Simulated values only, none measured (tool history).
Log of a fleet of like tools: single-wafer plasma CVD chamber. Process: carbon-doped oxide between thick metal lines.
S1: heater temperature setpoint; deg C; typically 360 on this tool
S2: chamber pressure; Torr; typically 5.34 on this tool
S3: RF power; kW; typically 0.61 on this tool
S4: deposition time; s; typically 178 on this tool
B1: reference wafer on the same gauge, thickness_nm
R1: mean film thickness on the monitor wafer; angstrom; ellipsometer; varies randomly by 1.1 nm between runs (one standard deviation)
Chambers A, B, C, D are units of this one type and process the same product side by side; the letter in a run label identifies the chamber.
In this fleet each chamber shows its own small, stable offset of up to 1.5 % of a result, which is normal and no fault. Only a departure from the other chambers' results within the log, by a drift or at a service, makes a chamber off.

run	hour	S1	S2	S3	S4	B1	R1
1C	9.8	360	5.34	0.61	178	1062.3	10100
2A	23.2	360	5.34	0.61	178	1062.4	9927.1
3D	33.9	360	5.34	0.61	178	1062.5	9887.8
4B	42.2	360	5.34	0.61	178	1062.9	9874.8
5D	55.4	360	5.34	0.61	178	1063.2	9868.8
6A	64.9	360	5.34	0.61	178	1062.9	9911
7C	78	348	5.34	0.505	178	1063.3	9260.7
8B	88.3	348	5.34	0.505	178	1063.7	9093.7
# hour 97.7: chamber D: thermocouple changed; heater temperature recalibrated
9D	100.1	348	5.34	0.505	178	1063.9	9082.1
10A	106	348	5.34	0.505	178	1063.9	9151.2
11C	115	360	5.34	0.61	178	1064.2	10095
12B	124.6	360	5.34	0.61	178	1064	9883.6
13B	132.4	360	5.34	0.61	178	1064.3	9898.3
14C	142.5	360	5.34	0.61	178	1064.7	10109
15D	153.2	360	5.34	0.61	178	1064.7	9893.1
16A	164.2	360	5.34	0.61	178	1064.6	9918.8
17D	175.2	360	5.34	0.715	178	1065.2	10881
18A	184.1	360	5.34	0.715	178	1065.3	10916
19C	195.6	360	5.34	0.715	178	1065.6	11121
20B	201.6	360	5.34	0.715	178	1065.9	10871
21A	209.7	360	6.52	0.61	195	1065.9	11186
# hour 221.4: chamber D: capacitance manometer re-zeroed and calibrated
22D	222.3	360	6.52	0.61	195	1066	11129
23C	231	360	6.52	0.61	195	1066.3	11373
24B	242.5	360	6.52	0.61	195	1066.6	11121

Next, all 4 chambers run the settings below, one line each with question marks for the results. What does each chamber give?
25A	252.1	360	5.34	0.61	153		?
25B	252.1	360	5.34	0.61	153		?
25C	252.1	360	5.34	0.61	153		?
25D	252.1	360	5.34	0.61	153		?

run	R1
25A	8558.2
25B	8531.2
25C	8710.7
25D	8538.8

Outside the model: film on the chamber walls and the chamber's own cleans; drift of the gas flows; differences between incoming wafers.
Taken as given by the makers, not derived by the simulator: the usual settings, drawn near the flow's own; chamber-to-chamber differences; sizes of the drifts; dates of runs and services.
